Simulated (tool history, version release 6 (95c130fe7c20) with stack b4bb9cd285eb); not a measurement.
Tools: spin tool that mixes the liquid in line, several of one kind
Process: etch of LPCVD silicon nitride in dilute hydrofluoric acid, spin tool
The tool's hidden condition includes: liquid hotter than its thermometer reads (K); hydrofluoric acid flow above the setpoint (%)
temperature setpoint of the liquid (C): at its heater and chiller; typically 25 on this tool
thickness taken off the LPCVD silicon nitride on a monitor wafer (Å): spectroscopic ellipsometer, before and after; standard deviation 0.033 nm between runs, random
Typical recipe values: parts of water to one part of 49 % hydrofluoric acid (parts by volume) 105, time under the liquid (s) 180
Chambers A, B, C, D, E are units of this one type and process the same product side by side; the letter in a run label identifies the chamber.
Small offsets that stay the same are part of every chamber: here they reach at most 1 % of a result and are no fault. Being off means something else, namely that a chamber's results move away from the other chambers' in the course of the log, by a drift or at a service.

| run | hour | temperature setpoint of the liquid (C) | parts of water to one part of 49 % hydrofluoric acid (parts by volume) | time under the liquid (s) | hours since the thermometer was replaced | hours since the hydrofluoric acid flow meter was replaced | read-back film thickness of the LPCVD silicon nitride reference wafer, read on the same gauge (nm) | thickness taken off the LPCVD silicon nitride on a monitor wafer (Å) |
|---|---|---|---|---|---|---|---|---|
| 1C | 12.4 | 25 | 105 | 180 | 2025.7 | 335.7 | 120.01 | 10.337 |
| 2B | 20.7 | 25 | 105 | 180 | 1078.3 | 132.4 | 120.02 | 10.263 |
| 3A | 28 | 25 | 105 | 180 | 1115.7 | 1891.2 | 120 | 10.316 |
| 4E | 34 | 25 | 105 | 180 | 512.3 | 852.2 | 120.01 | 10.15 |
| 5D | 40 | 25 | 105 | 180 | 559.2 | 810.2 | 119.99 | 10.42 |
| 6E | 52.9 | 28.5 | 105 | 180 | 531.2 | 871.1 | 120 | 12.792 |
| 7C | 59.3 | 28.5 | 105 | 180 | 2072.6 | 382.6 | 120.04 | 12.611 |
| 8D | 71.4 | 28.5 | 105 | 180 | 590.6 | 841.6 | 120.01 | 12.391 |
| 9A | 82.2 | 28.5 | 105 | 180 | 1169.9 | 1945.4 | 120.02 | 12.299 |
| 10B | 90 | 28.5 | 105 | 180 | 1147.6 | 201.7 | 120.06 | 12.541 |
| 11B | 98.1 | 25 | 105 | 180 | 1155.7 | 209.8 | 120.04 | 9.7769 |
| 12E | 107.9 | 25 | 105 | 180 | 586.2 | 926.1 | 120 | 9.8589 |
| 13C | 118 | 25 | 105 | 180 | 2131.3 | 441.3 | 120.02 | 10.504 |
| 14A | 129.8 | 25 | 105 | 180 | 1217.5 | 1993 | 119.98 | 10.037 |
| 15D | 142.1 | 25 | 105 | 180 | 661.3 | 912.3 | 120.01 | 10.096 |
| 16D | 152.5 | 25 | 105 | 180 | 671.7 | 922.7 | 120.01 | 9.9332 |
| 17B | 162.9 | 25 | 105 | 180 | 1220.5 | 274.6 | 120 | 9.8785 |
| 18A | 176.3 | 25 | 105 | 180 | 1264 | 2039.5 | 120.03 | 10.715 |
| 19E | 187.2 | 25 | 105 | 180 | 665.5 | 1005.4 | 120.04 | 9.7335 |
|  | 193.2 | chamber C: hydrofluoric acid flow meter replaced |
| 20C | 199.2 | 25 | 105 | 180 | 2212.5 | 6.1 | 119.99 | 10.034 |
| 21B | 207.8 | 30 | 105 | 180 | 1265.4 | 319.5 | 119.97 | 14.502 |
| 22E | 216.5 | 30 | 105 | 180 | 694.8 | 1034.7 | 120.04 | 13.835 |
| 23C | 228.6 | 30 | 105 | 180 | 2241.9 | 35.5 | 119.99 | 14.014 |
| 24D | 234.6 | 30 | 105 | 180 | 753.8 | 1004.8 | 120.03 | 14.082 |
| 25A | 248.2 | 30 | 105 | 180 | 1335.9 | 2111.4 | 120 | 13.031 |
| 26E | 261.4 | 25 | 105 | 180 | 739.7 | 1079.6 | 119.99 | 10.095 |
| 27A | 267.9 | 25 | 105 | 180 | 1355.6 | 2131.1 | 119.98 | 10.453 |
|  | 273.4 | chamber A: thermometer replaced |
| 28D | 278 | 25 | 105 | 180 | 797.2 | 1048.2 | 120.01 | 9.9931 |
| 29B | 291.5 | 25 | 105 | 180 | 1349.1 | 403.2 | 119.96 | 10.035 |
| 30C | 297.6 | 25 | 105 | 180 | 2310.9 | 104.5 | 119.98 | 9.8043 |
|  | 308.9 | chamber C: thermometer replaced |
| 31D | 309 | 25 | 105 | 180 | 828.2 | 1079.2 | 120 | 10.26 |
| 32C | 321.4 | 25 | 105 | 180 | 12.6 | 128.3 | 120.02 | 9.9732 |
| 33E | 332.5 | 25 | 105 | 180 | 810.8 | 1150.7 | 120.01 | 9.6673 |
| 34B | 346.1 | 25 | 105 | 180 | 1403.7 | 457.8 | 120.01 | 10.396 |
| 35A | 357.2 | 23.5 | 105 | 180 | 83.8 | 2220.4 | 119.99 | 9.5992 |
| 36E | 367 | 23.5 | 105 | 180 | 845.3 | 1185.2 | 120 | 8.9876 |
| 37C | 379.6 | 23.5 | 105 | 180 | 70.8 | 186.5 | 119.98 | 8.9628 |
| 38B | 387.7 | 23.5 | 105 | 180 | 1445.3 | 499.4 | 120.01 | 9.267 |

One chamber off, gauge drift, or nothing amiss beyond the chambers' own small offsets? If it is a chamber, which one, and what is the likeliest cause?

The fleet is healthy, with each chamber sitting at its usual small offset and no drift in the gauge.
